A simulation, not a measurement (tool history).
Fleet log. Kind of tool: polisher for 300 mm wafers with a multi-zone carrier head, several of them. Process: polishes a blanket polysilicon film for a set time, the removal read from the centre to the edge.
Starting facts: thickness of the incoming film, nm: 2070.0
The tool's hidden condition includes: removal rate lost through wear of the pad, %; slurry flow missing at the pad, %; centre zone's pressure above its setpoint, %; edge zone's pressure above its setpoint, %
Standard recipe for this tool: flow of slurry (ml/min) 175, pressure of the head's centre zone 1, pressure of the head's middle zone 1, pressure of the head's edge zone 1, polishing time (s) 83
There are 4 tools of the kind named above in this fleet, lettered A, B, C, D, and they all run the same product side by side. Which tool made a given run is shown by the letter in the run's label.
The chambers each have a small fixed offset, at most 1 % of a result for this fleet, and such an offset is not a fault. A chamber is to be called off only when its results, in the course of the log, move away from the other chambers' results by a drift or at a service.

run     day  flow of slurry (ml/min)  pressure of the head's centre zone  pressure of the head's middle zone  pressure of the head's edge zone  polishing time (s)  wafers polished on this pad  hours since the slurry nozzle was cleaned  hours since the centre zone pressure was calibrated  hours since the edge zone pressure was calibrated  film removed at the wafer's centre (Å)  film removed at mid-radius (Å)  film removed at the wafer's edge (Å)
 1B   0.504                      175                                   1                                   1                                 1                  83                          259                                      304.7                                                111.8                                              454.9                                    3829                          3750.3                                3767.6
 2C   0.775                      175                                   1                                   1                                 1                  83                          756                                       37.7                                                358.3                                              171.3                                    3824                          3796.4                                3762.1
 3A   1.062                      175                                   1                                   1                                 1                  83                          518                                        111                                                738.4                                              907.2                                  3736.4                          3781.5                                3735.5
 4D   1.483                      175                                   1                                   1                                 1                  83                         1271                                       76.3                                                 94.9                                              171.4                                    3729                          3744.3                                3754.9
 5D   1.971                      175                                   1                                   1                                 1                  83                         1377                                         88                                                106.6                                              183.1                                  3729.6                          3776.5                                3771.4
      2.171  -- chamber D: worn pad replaced by a new one
 6C   2.233                      175                                   1                                   1                                 1                  83                         1073                                       72.7                                                393.3                                              206.3                                  3780.6                          3753.6                                3737.4
 7A   2.571                      175                                   1                                   1                                 1                  83                          845                                      147.2                                                774.6                                              943.4                                  3758.4                          3699.3                                3733.1
 8B   2.796                      175                                   1                                   1                                 1                  83                          756                                      359.7                                                166.8                                              509.9                                    3844                          3756.6                                3764.1
 9C   3.267                      175                                1.05                                   1                                 1                  69                         1297                                       97.5                                                418.1                                              231.1                                  3356.9                          3086.2                                3112.7
      3.558  -- chamber A: worn pad replaced by a new one
10A   3.575                      175                                1.05                                   1                                 1                  69                            3                                      171.3                                                798.7                                              967.5                                  3253.7                          3142.6                                3142.6
11B   3.933                      175                                1.05                                   1                                 1                  69                         1004                                        387                                                194.1                                              537.2                                  3353.7                          3128.1                                3106.9
      3.975  -- chamber B: worn pad replaced by a new one
12D   4.438                      175                                1.05                                   1                                 1                  69                          492                                      147.2                                                165.8                                              242.3                                  3275.5                          3171.1                                3096.7
13C   4.842                      175                                   1                                   1                                 1                  83                         1640                                      135.3                                                455.9                                              268.9                                  3796.3                          3738.2                                3739.7
14B   5.362                      175                                   1                                   1                                 1                  83                          302                                      421.3                                                228.4                                              571.5                                  3834.4                          3718.9                                3799.7
15D   5.829                      175                                   1                                   1                                 1                  83                          795                                      180.6                                                199.2                                              275.7                                  3733.7                          3733.1                                3806.2
16A   6.271                      175                                   1                                   1                                 1                  83                          589                                        236                                                863.4                                             1032.2                                  3742.4                          3729.7                                3725.4
17D   6.762                      175                                   1                                   1                                 1                  83                          997                                        203                                                221.6                                              298.1                                  3738.1                          3722.3                                3770.5
18C   7.125                      175                                   1                                   1                              0.96                  83                         2136                                      190.1                                                510.7                                              323.7                                    3661                          3647.9                                3515.8
      7.504  -- chamber D: worn pad replaced by a new one
19B   7.588                      175                                   1                                   1                              0.96                  83                          785                                      474.7                                                281.8                                              624.9                                  3833.8                          3783.9                                3666.6
20A   7.925                      175                                   1                                   1                              0.96                  83                          948                                      275.7                                                903.1                                             1071.9                                    3724                          3690.8                                3682.1
21D   8.358                      175                                   1                                   1                              0.96                  83                          186                                      241.3                                                259.9                                              336.4                                  3734.3                          3780.1                                3699.3
      8.433  -- chamber A: worn pad replaced by a new one
22C   8.754                      175                                   1                                   1                                 1                  83                         2489                                      229.2                                                549.8                                              362.8                                    3584                          3525.5                                3545.3
23A   8.983                      200                                   1                                   1                                 1                  83                          120                                      301.1                                                928.5                                             1097.3                                  3769.6                          3773.5                                3841.7
24B   9.354                      200                                   1                                   1                                 1                  83                         1169                                      517.1                                                324.2                                              667.3                                  3907.5                          3794.5                                3767.8
      9.642  -- chamber B: worn pad replaced by a new one
25C   9.683                      200                                   1                                   1                                 1                  83                         2691                                      251.5                                                572.1                                              385.1                                  3671.7                          3630.5                                  3525
26B  10.029                      200                                   1                                   1                                 1                  83                           84                                      533.3                                                340.4                                              683.5                                    3879                            3782                                3841.3
27A  10.508                      175                                   1                                0.92                                 1                 101                          451                                      337.7                                                965.1                                             1133.9                                  4557.6                          4249.5                                4604.9
28D  10.929                      175                                   1                                0.92                                 1                 101                          744                                        303                                                321.6                                              398.1                                  4562.4                          4253.1                                  4588

Does one chamber stand apart from the rest, does the shared gauge drift, or is all well apart from small per-chamber offsets? Give the chamber and the most likely cause, where there is one.

One chamber, C, drifts off from the rest bit by bit.
Most likely cause: removal rate lost through wear of the pad, % = 9.5.
The log may not separate it from: slurry flow missing at the pad, %.

Which of the 4 candidates below, each the usual settings with something changed and its results left as question marks, puts chamber C back in line with what the other chambers give on the usual settings?
A result is in line if it is within this distance of the other chambers' mean on the usual settings: film removed at the wafer's centre (Å) 92; film removed at mid-radius (Å) 140; film removed at the wafer's edge (Å) 97
29C-1  11.3                      175                                0.99                                   1                              1.01                  91                                                                                                                                                                                                                       ?                               ?                                     ?
29C-2  11.3                      175                                1.01                                   1                              0.99                  75                                                                                                                                                                                                                       ?                               ?                                     ?
29C-3  11.3                      175                                1.02                                0.99                              0.98                  69                                                                                                                                                                                                                       ?                               ?                                     ?
29C-4  11.3                      180                                0.98                                1.01                              1.02                 100                                                                                                                                                                                                                       ?                               ?                                     ?

The mean the other chambers reach with the usual settings: film removed at the wafer's centre (Å) 3758.9; film removed at mid-radius (Å) 3755.2; film removed at the wafer's edge (Å) 3770
  run  film removed at the wafer's centre (Å)  film removed at mid-radius (Å)  film removed at the wafer's edge (Å)
29C-1                                  3756.7                          3733.7                                3748.7
29C-2                                  3165.7                          3076.9                                3057.8
29C-3                                  2944.3                            2805                                2798.9
29C-4                                  4103.4                          4159.4                                  4154
With 29C-1, the chamber falls back in line with the rest.
